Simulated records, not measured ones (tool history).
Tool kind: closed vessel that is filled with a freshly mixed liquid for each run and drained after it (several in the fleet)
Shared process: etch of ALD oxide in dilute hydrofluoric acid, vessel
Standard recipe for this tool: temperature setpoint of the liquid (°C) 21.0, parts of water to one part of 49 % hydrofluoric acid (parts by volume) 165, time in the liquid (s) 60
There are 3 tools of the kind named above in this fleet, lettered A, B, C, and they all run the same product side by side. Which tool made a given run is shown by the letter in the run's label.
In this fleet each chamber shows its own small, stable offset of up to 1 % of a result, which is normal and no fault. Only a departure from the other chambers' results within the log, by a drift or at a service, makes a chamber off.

| run | day | temperature setpoint of the liquid (°C) | parts of water to one part of 49 % hydrofluoric acid (parts by volume) | time in the liquid (s) | read-back film thickness of the ALD oxide reference wafer, read on the same gauge (nm) | thickness taken off the ALD oxide on a monitor wafer (Å) |
|---|---|---|---|---|---|---|
| 1C | 0.504 | 21.0 | 165 | 60 | 139.99 | 63.762 |
| 2A | 0.908 | 21.0 | 165 | 60 | 140.01 | 63.759 |
| 3B | 1.308 | 21.0 | 165 | 60 | 139.99 | 63.809 |
| 4C | 1.742 | 21.0 | 165 | 60 | 139.99 | 62.834 |
| 5A | 2.246 | 18.0 | 165 | 60 | 140.02 | 56.748 |
| 6B | 2.688 | 18.0 | 165 | 60 | 139.99 | 56.338 |
| 7A | 3.012 | 18.0 | 165 | 60 | 140.01 | 56.801 |
| 8B | 3.271 | 21.0 | 235 | 60 | 140.01 | 41.284 |
| 9C | 3.667 | 21.0 | 235 | 60 | 140.00 | 41.428 |
| 10B | 3.933 | 21.0 | 235 | 60 | 140.00 | 41.425 |
| 11C | 4.254 | 21.0 | 165 | 60 | 139.99 | 63.331 |
| 12A | 4.654 | 21.0 | 165 | 60 | 140.00 | 63.698 |
| 13C | 5.083 | 21.0 | 165 | 60 | 140.01 | 63.805 |
| 14A | 5.538 | 21.0 | 165 | 60 | 139.99 | 64.091 |
| 15B | 6.033 | 21.0 | 165 | 60 | 140.00 | 64.112 |
| 16A | 6.529 | 21.0 | 165 | 60 | 140.00 | 63.440 |
| 17C | 6.817 | 21.0 | 165 | 60 | 139.99 | 63.794 |
| 18B | 7.212 | 21.0 | 165 | 60 | 140.01 | 63.755 |
| 19A | 7.521 | 21.0 | 165 | 60 | 140.01 | 63.707 |
| 20B | 7.788 | 21.0 | 165 | 60 | 140.01 | 63.275 |
| 21C | 8.083 | 21.0 | 165 | 60 | 140.00 | 63.372 |
| 22B | 8.350 | 21.0 | 165 | 60 | 140.00 | 63.631 |
| 23C | 8.692 | 19.5 | 165 | 60 | 140.00 | 59.882 |
|  | 8.712 | chamber B: hydrofluoric acid flow meter replaced |
| 24A | 9.179 | 19.5 | 165 | 60 | 140.01 | 60.257 |
| 25C | 9.688 | 19.5 | 165 | 60 | 140.00 | 60.044 |
| 26B | 10.129 | 21.0 | 165 | 60 | 140.01 | 63.613 |
| 27A | 10.479 | 21.0 | 165 | 60 | 140.00 | 63.768 |

Next, every chamber runs the same settings. What will each give?
| 28A | 10.850 | 21.0 | 165 | 70 |  | ? |
| 28B | 10.850 | 21.0 | 165 | 70 |  | ? |
| 28C | 10.850 | 21.0 | 165 | 70 |  | ? |

| run | thickness taken off the ALD oxide on a monitor wafer (Å) |
|---|---|
| 28A | 74.394 |
| 28B | 74.094 |
| 28C | 74.016 |

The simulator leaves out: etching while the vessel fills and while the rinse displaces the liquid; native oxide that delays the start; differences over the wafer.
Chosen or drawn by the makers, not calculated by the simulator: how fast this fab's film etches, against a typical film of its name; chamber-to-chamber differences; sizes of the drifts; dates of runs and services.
